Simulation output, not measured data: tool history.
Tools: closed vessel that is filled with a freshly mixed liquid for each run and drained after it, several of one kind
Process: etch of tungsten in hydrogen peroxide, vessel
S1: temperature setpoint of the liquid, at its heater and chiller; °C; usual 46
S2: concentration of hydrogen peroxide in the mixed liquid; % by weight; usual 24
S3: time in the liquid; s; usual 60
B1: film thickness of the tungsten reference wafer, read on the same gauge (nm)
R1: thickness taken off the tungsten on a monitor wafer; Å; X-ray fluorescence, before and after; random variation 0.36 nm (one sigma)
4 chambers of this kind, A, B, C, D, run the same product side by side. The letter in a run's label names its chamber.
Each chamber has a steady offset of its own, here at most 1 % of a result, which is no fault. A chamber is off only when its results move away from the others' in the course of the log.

run 1B hour=6 | S1=46 S2=24 S3=60 | B1=109.99 | R1=586.83
run 2C hour=15.3 | S1=46 S2=24 S3=60 | B1=110.02 | R1=599.98
run 3A hour=23.3 | S1=46 S2=24 S3=60 | B1=110.02 | R1=584.38
run 4D hour=33.2 | S1=46 S2=24 S3=60 | B1=110 | R1=580.43
run 5D hour=42.1 | S1=46 S2=24 S3=60 | B1=109.99 | R1=581.03
run 6A hour=52.1 | S1=46 S2=24 S3=60 | B1=110 | R1=582.91
-- hour=53.6 chamber C: new drum of peroxide connected
run 7B hour=59.4 | S1=46 S2=24 S3=60 | B1=109.97 | R1=588.65
run 8C hour=67.9 | S1=46 S2=24 S3=60 | B1=110.01 | R1=586.62
run 9C hour=74.9 | S1=46 S2=24 S3=60 | B1=110.06 | R1=591.6
run 10B hour=83.4 | S1=46 S2=24 S3=60 | B1=110.01 | R1=598.08
run 11A hour=88.8 | S1=46 S2=24 S3=60 | B1=109.99 | R1=579.23
-- hour=95.1 chamber B: new drum of peroxide connected
run 12D hour=97.7 | S1=46 S2=24 S3=60 | B1=110 | R1=582.97
run 13A hour=107.4 | S1=46 S2=24 S3=60 | B1=109.97 | R1=571.51
run 14C hour=115.9 | S1=46 S2=24 S3=60 | B1=110.03 | R1=596.76
run 15D hour=124.9 | S1=46 S2=24 S3=60 | B1=110.05 | R1=589.68
run 16B hour=133 | S1=46 S2=24 S3=60 | B1=109.99 | R1=583.88
run 17A hour=140.9 | S1=46 S2=24 S3=60 | B1=110.02 | R1=568.65
run 18C hour=148.8 | S1=46 S2=24 S3=60 | B1=109.95 | R1=590.11
-- hour=151 chamber A: new drum of peroxide connected
run 19D hour=156.9 | S1=46 S2=24 S3=60 | B1=110.03 | R1=577.81
run 20B hour=164.5 | S1=46 S2=24 S3=60 | B1=110.01 | R1=582.34
run 21D hour=174.3 | S1=52 S2=24 S3=60 | B1=110.02 | R1=840.89
run 22B hour=181 | S1=52 S2=24 S3=60 | B1=110 | R1=857.35
run 23C hour=188.5 | S1=52 S2=24 S3=60 | B1=110.02 | R1=857.85
run 24A hour=196.9 | S1=52 S2=24 S3=60 | B1=110.05 | R1=828.97
run 25D hour=203.9 | S1=46 S2=24 S3=60 | B1=109.98 | R1=581.64
run 26B hour=211.5 | S1=46 S2=24 S3=60 | B1=109.97 | R1=589.59
run 27A hour=220 | S1=46 S2=24 S3=60 | B1=110.03 | R1=569.63
run 28C hour=227 | S1=46 S2=24 S3=60 | B1=110.04 | R1=594.36
-- hour=236.2 chamber B: thermometer replaced
run 29A hour=237.1 | S1=46 S2=24 S3=60 | B1=109.97 | R1=557.07
run 30B hour=245.2 | S1=46 S2=24 S3=60 | B1=110 | R1=592.63
run 31C hour=252.9 | S1=46 S2=24 S3=60 | B1=110.01 | R1=593.57
run 32D hour=257.5 | S1=46 S2=24 S3=60 | B1=109.97 | R1=583.38
run 33C hour=262.6 | S1=46 S2=24 S3=60 | B1=110.03 | R1=593.53
run 34A hour=268.5 | S1=46 S2=24 S3=60 | B1=109.95 | R1=549.68
run 35D hour=276.1 | S1=46 S2=24 S3=60 | B1=110.06 | R1=578.86
run 36B hour=284.6 | S1=46 S2=28.5 S3=85 | B1=110.02 | R1=915.87
run 37A hour=290.6 | S1=46 S2=28.5 S3=85 | B1=109.96 | R1=853.03
run 38D hour=300.7 | S1=46 S2=28.5 S3=85 | B1=110.02 | R1=901.35

What goes on in this fleet: one chamber off, a drifting gauge, or nothing beyond the chambers' own small offsets? Name the chamber and the cause, if any.

Chamber A drifts away from the others.
Cause: liquid colder than its thermometer reads (K) = 1.13.
The log may not tell that from: peroxide flow below the setpoint (%).

Here are 4 candidates for chamber A's next run, each the usual settings with a change, their results left as question marks. Which one brings its results back in line with what the others give on the usual settings?
In line means no further than this from the other chambers' mean on the usual settings: R1 13 Å
run 39A-1 hour=308.1 | S1=46 S2=20.5 S3=60 | R1=?
run 39A-2 hour=308.1 | S1=46 S2=24 S3=65 | R1=?
run 39A-3 hour=308.1 | S1=46.5 S2=24 S3=60 | R1=?
run 39A-4 hour=308.1 | S1=45.5 S2=24 S3=60 | R1=?

The other chambers' mean on the usual settings: R1 589.16 Å
run=39A-1 R1=507.07
run=39A-2 R1=594.82
run=39A-3 R1=566.99
run=39A-4 R1=531.98
39A-2 brings the chamber back in line.

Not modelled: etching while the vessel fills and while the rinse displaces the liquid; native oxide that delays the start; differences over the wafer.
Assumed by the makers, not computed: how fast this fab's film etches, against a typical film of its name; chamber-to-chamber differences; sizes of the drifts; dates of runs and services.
